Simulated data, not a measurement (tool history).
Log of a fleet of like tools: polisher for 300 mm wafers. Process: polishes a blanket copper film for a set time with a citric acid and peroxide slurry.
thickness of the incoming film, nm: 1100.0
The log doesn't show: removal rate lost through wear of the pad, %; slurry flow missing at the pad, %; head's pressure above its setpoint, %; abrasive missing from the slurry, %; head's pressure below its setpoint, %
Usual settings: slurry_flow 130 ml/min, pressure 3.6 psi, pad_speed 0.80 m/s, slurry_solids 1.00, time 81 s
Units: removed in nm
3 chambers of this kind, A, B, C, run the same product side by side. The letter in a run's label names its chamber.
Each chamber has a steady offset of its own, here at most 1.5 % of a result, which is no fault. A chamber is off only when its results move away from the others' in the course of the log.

run	day	slurry_flow	pressure	pad_speed	slurry_solids	time	wafers polished on this pad	hours since the slurry nozzle was cleaned	hours since the head pressure was calibrated	hours since the slurry blender was calibrated	removed
# day 0.146: chamber C: worn pad replaced by a new one
1B	0.221	130	3.6	0.80	1.00	81	1114	463.1	243.5	189.2	158.700
2A	0.408	130	3.6	0.80	1.00	81	968	20.6	94.8	175.1	163.030
3C	0.538	130	3.6	0.80	1.00	81	102	255.9	409.1	45.7	163.910
4A	0.725	130	3.6	0.80	1.00	81	1050	28.2	102.4	182.7	164.440
5B	0.942	130	3.6	0.80	1.00	81	1300	480.4	260.8	206.5	162.700
# day 1.038: chamber B: worn pad replaced by a new one
6C	1.038	130	3.6	0.80	1.00	81	231	267.9	421.1	57.7	163.490
# day 1.117: chamber C: slurry nozzle cleaned
7C	1.238	130	3.6	0.80	1.00	81	283	3.0	425.9	62.5	159.840
# day 1.271: chamber A: worn pad replaced by a new one
8B	1.433	130	3.6	0.80	1.00	81	102	492.2	272.6	218.3	164.730
9A	1.608	130	3.6	0.80	1.00	81	87	49.4	123.6	203.9	164.290
10C	1.762	130	3.6	0.80	1.00	81	418	15.6	438.5	75.1	162.890
11B	1.867	130	3.6	0.80	1.00	81	214	502.6	283.0	228.7	164.330
12A	2.004	130	3.6	0.80	1.00	81	189	58.9	133.1	213.4	164.290
13A	2.125	130	3.6	0.80	1.00	81	220	61.8	136.0	216.3	160.720
14C	2.288	130	3.6	0.80	1.00	81	554	28.2	451.1	87.7	159.020
15B	2.404	130	3.6	0.80	1.00	81	353	515.5	295.9	241.6	162.400
16A	2.600	165	3.6	0.54	1.00	81	343	73.2	147.4	227.7	116.780
# day 2.662: chamber B: slurry blender recalibrated
17C	2.721	165	3.6	0.54	1.00	81	666	38.6	461.5	98.1	117.120
18B	2.912	165	3.6	0.54	1.00	81	485	527.7	308.1	6.1	115.440
19A	3.112	130	3.6	0.80	1.00	81	476	85.5	159.7	240.0	162.990
20C	3.250	130	3.6	0.80	1.00	81	803	51.3	474.2	110.8	161.550
21B	3.412	130	3.6	0.54	1.00	71	614	539.7	320.1	18.1	96.914
22A	3.550	130	3.6	0.54	1.00	71	589	96.0	170.2	250.5	96.699
# day 3.754: chamber C: head pressure recalibrated
23B	3.762	130	3.6	0.54	1.00	71	704	548.1	328.5	26.5	95.579
# day 3.862: chamber B: head pressure recalibrated
24C	3.900	130	3.6	0.80	1.00	81	971	66.9	3.5	126.4	164.700
25C	4.092	130	3.6	0.80	1.00	81	1020	71.5	8.1	131.0	163.230
26B	4.200	130	3.6	0.80	1.00	81	817	558.6	8.1	37.0	144.630
27A	4.388	130	3.6	0.80	1.00	81	805	116.1	190.3	270.6	163.120
28C	4.600	130	3.6	0.80	1.25	81	1152	83.7	20.3	143.2	170.250
29A	4.717	130	3.6	0.80	1.25	81	890	124.0	198.2	278.5	171.090
30B	4.888	130	3.6	0.80	1.25	81	995	575.1	24.6	53.5	152.880
31C	5.046	130	3.6	0.80	1.00	81	1267	94.4	31.0	153.9	161.720
32A	5.200	130	3.6	0.80	1.00	81	1015	135.6	209.8	290.1	163.020
33B	5.358	130	3.6	0.80	1.00	81	1117	586.4	35.9	64.8	144.160
34A	5.467	130	4.0	0.80	0.85	81	1084	142.0	216.2	296.5	173.420
# day 5.567: chamber A: worn pad replaced by a new one
35B	5.583	130	4.0	0.80	0.85	81	1175	591.8	41.3	70.2	155.130
# day 5.792: chamber B: worn pad replaced by a new one
36C	5.800	130	4.0	0.80	0.85	81	1462	112.5	49.1	172.0	175.710
# day 5.917: chamber C: worn pad replaced by a new one
37A	6.008	130	3.6	0.80	1.00	81	114	155.0	229.2	309.5	165.680
# day 6.188: chamber C: slurry blender recalibrated
38C	6.208	130	3.6	0.70	1.00	81	75	122.3	58.9	0.6	141.790
39B	6.358	130	3.6	0.70	1.00	81	147	610.4	59.9	88.8	126.490
40B	6.488	130	3.6	0.70	1.00	81	180	613.5	63.0	91.9	129.010
41A	6.633	130	3.6	0.80	1.00	81	276	170.0	244.2	324.5	162.470

All 3 chambers run these settings next. Forecast each chamber's results:
42A	6.792	130	3.6	0.80	1.00	81					?
42B	6.792	130	3.6	0.80	1.00	81					?
42C	6.792	130	3.6	0.80	1.00	81					?

run	removed
42A	163.620
42B	144.140
42C	165.340
